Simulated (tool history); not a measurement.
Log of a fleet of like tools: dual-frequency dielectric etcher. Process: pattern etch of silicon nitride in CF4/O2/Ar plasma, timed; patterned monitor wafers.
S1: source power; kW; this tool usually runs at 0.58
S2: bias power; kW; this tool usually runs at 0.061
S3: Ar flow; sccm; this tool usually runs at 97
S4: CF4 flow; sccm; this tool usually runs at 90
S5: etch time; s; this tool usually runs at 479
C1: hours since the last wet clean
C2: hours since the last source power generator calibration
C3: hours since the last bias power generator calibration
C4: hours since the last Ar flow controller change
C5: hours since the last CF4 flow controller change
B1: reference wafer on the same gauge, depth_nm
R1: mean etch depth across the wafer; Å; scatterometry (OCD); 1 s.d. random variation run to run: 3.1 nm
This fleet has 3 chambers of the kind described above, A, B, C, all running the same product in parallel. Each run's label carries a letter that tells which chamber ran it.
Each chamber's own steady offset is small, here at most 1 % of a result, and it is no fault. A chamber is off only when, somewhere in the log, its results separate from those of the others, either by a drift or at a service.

run 1B hour=5.7 | S1=0.58 S2=0.061 S3=97 S4=90 S5=479 | C1=179.7 C2=277.3 C3=2525.5 C4=2825.5 C5=1484.1 | B1=900.24 | R1=11122
run 2C hour=15.3 | S1=0.58 S2=0.061 S3=97 S4=90 S5=479 | C1=290.6 C2=1316.8 C3=486.4 C4=361.1 C5=448 | B1=899.67 | R1=10961
run 3A hour=21.5 | S1=0.58 S2=0.061 S3=97 S4=90 S5=479 | C1=421.5 C2=2062.6 C3=352.9 C4=2097.2 C5=2511.7 | B1=899.82 | R1=10988
run 4C hour=34 | S1=0.58 S2=0.061 S3=97 S4=90 S5=479 | C1=309.3 C2=1335.5 C3=505.1 C4=379.8 C5=466.7 | B1=900.04 | R1=11007
run 5A hour=44.1 | S1=0.58 S2=0.061 S3=97 S4=90 S5=479 | C1=444.1 C2=2085.2 C3=375.5 C4=2119.8 C5=2534.3 | B1=899.97 | R1=11007
run 6B hour=56.2 | S1=0.58 S2=0.061 S3=108 S4=90 S5=479 | C1=230.2 C2=327.8 C3=2576 C4=2876 C5=1534.6 | B1=899.76 | R1=10982
-- hour=60.9 chamber A: wet clean of the chamber
run 7B hour=62 | S1=0.58 S2=0.061 S3=108 S4=90 S5=479 | C1=236 C2=333.6 C3=2581.8 C4=2881.8 C5=1540.4 | B1=899.83 | R1=10950
run 8A hour=71 | S1=0.58 S2=0.061 S3=108 S4=90 S5=479 | C1=10.1 C2=2112.1 C3=402.4 C4=2146.7 C5=2561.2 | B1=899.94 | R1=10907
run 9C hour=81 | S1=0.58 S2=0.061 S3=97 S4=90 S5=479 | C1=356.3 C2=1382.5 C3=552.1 C4=426.8 C5=513.7 | B1=900.76 | R1=10993
run 10C hour=89.3 | S1=0.58 S2=0.061 S3=97 S4=90 S5=479 | C1=364.6 C2=1390.8 C3=560.4 C4=435.1 C5=522 | B1=899.78 | R1=11037
run 11B hour=98.9 | S1=0.58 S2=0.061 S3=86 S4=90 S5=479 | C1=272.9 C2=370.5 C3=2618.7 C4=2918.7 C5=1577.3 | B1=900.44 | R1=11337
run 12A hour=106.4 | S1=0.58 S2=0.061 S3=86 S4=90 S5=479 | C1=45.5 C2=2147.5 C3=437.8 C4=2182.1 C5=2596.6 | B1=900.11 | R1=11160
run 13A hour=114.1 | S1=0.58 S2=0.061 S3=86 S4=90 S5=479 | C1=53.2 C2=2155.2 C3=445.5 C4=2189.8 C5=2604.3 | B1=900.52 | R1=11177
-- hour=118.6 chamber C: wet clean of the chamber
run 14C hour=120.8 | S1=0.58 S2=0.061 S3=97 S4=90 S5=479 | C1=2.3 C2=1422.3 C3=591.9 C4=466.6 C5=553.5 | B1=900.14 | R1=11041
-- hour=122.1 chamber A: source power generator calibrated
run 15B hour=132.3 | S1=0.68 S2=0.061 S3=97 S4=110 S5=479 | C1=306.3 C2=403.9 C3=2652.1 C4=2952.1 C5=1610.7 | B1=900.61 | R1=13036
run 16B hour=139.1 | S1=0.68 S2=0.061 S3=97 S4=110 S5=479 | C1=313.1 C2=410.7 C3=2658.9 C4=2958.9 C5=1617.5 | B1=899.77 | R1=13069
run 17A hour=144.8 | S1=0.68 S2=0.061 S3=97 S4=110 S5=479 | C1=83.9 C2=22.7 C3=476.2 C4=2220.5 C5=2635 | B1=900.6 | R1=13275
run 18C hour=152.9 | S1=0.58 S2=0.061 S3=97 S4=90 S5=479 | C1=34.4 C2=1454.4 C3=624 C4=498.7 C5=585.6 | B1=899.88 | R1=11026
run 19B hour=158.5 | S1=0.58 S2=0.061 S3=97 S4=90 S5=400.5 | C1=332.5 C2=430.1 C3=2678.3 C4=2978.3 C5=1636.9 | B1=900.24 | R1=9370.2
run 20A hour=165.7 | S1=0.58 S2=0.061 S3=97 S4=90 S5=400.5 | C1=104.8 C2=43.6 C3=497.1 C4=2241.4 C5=2655.9 | B1=899.71 | R1=9442.8
run 21C hour=172.2 | S1=0.58 S2=0.061 S3=97 S4=90 S5=400.5 | C1=53.7 C2=1473.7 C3=643.3 C4=518 C5=604.9 | B1=899.95 | R1=9232.7
run 22A hour=183.9 | S1=0.58 S2=0.061 S3=97 S4=90 S5=479 | C1=123 C2=61.8 C3=515.3 C4=2259.6 C5=2674.1 | B1=899.61 | R1=11313
run 23C hour=192.9 | S1=0.58 S2=0.061 S3=97 S4=90 S5=479 | C1=74.4 C2=1494.4 C3=664 C4=538.7 C5=625.6 | B1=899.72 | R1=11001
run 24B hour=198.6 | S1=0.58 S2=0.061 S3=97 S4=90 S5=479 | C1=372.6 C2=470.2 C3=2718.4 C4=3018.4 C5=1677 | B1=899.85 | R1=11089
run 25A hour=209.2 | S1=0.58 S2=0.061 S3=97 S4=90 S5=479 | C1=148.3 C2=87.1 C3=540.6 C4=2284.9 C5=2699.4 | B1=899.99 | R1=11305
run 26B hour=216 | S1=0.58 S2=0.061 S3=97 S4=90 S5=479 | C1=390 C2=487.6 C3=2735.8 C4=3035.8 C5=1694.4 | B1=900.07 | R1=11128
run 27C hour=223.1 | S1=0.58 S2=0.061 S3=97 S4=90 S5=479 | C1=104.6 C2=1524.6 C3=694.2 C4=568.9 C5=655.8 | B1=899.91 | R1=10985
run 28B hour=228.6 | S1=0.58 S2=0.061 S3=97 S4=90 S5=479 | C1=402.6 C2=500.2 C3=2748.4 C4=3048.4 C5=1707 | B1=899.57 | R1=11109

Does one chamber stand apart from the rest, does the shared gauge drift, or is all well apart from small per-chamber offsets? Give the chamber and the most likely cause, where there is one.

After it was serviced, chamber A no longer matches the other chambers.
What lies behind it: source power that arrives over what is set, % = 3.48.

Which of the 4 candidates below, each the usual settings with something changed and its results left as question marks, puts chamber A back in line with what the other chambers give on the usual settings?
In-line tolerance around the mean of the other chambers on the usual settings: R1 110 Å
run 29A-1 hour=237.7 | S1=0.58 S2=0.061 S3=97 S4=90 S5=481 | R1=?
run 29A-2 hour=237.7 | S1=0.58 S2=0.061 S3=97 S4=90 S5=477.5 | R1=?
run 29A-3 hour=237.7 | S1=0.59 S2=0.062 S3=97 S4=90 S5=479 | R1=?
run 29A-4 hour=237.7 | S1=0.58 S2=0.061 S3=97 S4=90 S5=469 | R1=?

The mean the other chambers reach with the usual settings: R1 11060 Å
run=29A-1 R1=11336
run=29A-2 R1=11253
run=29A-3 R1=11528
run=29A-4 R1=11053
Change 29A-4 lands the chamber within the allowed miss of the other chambers.
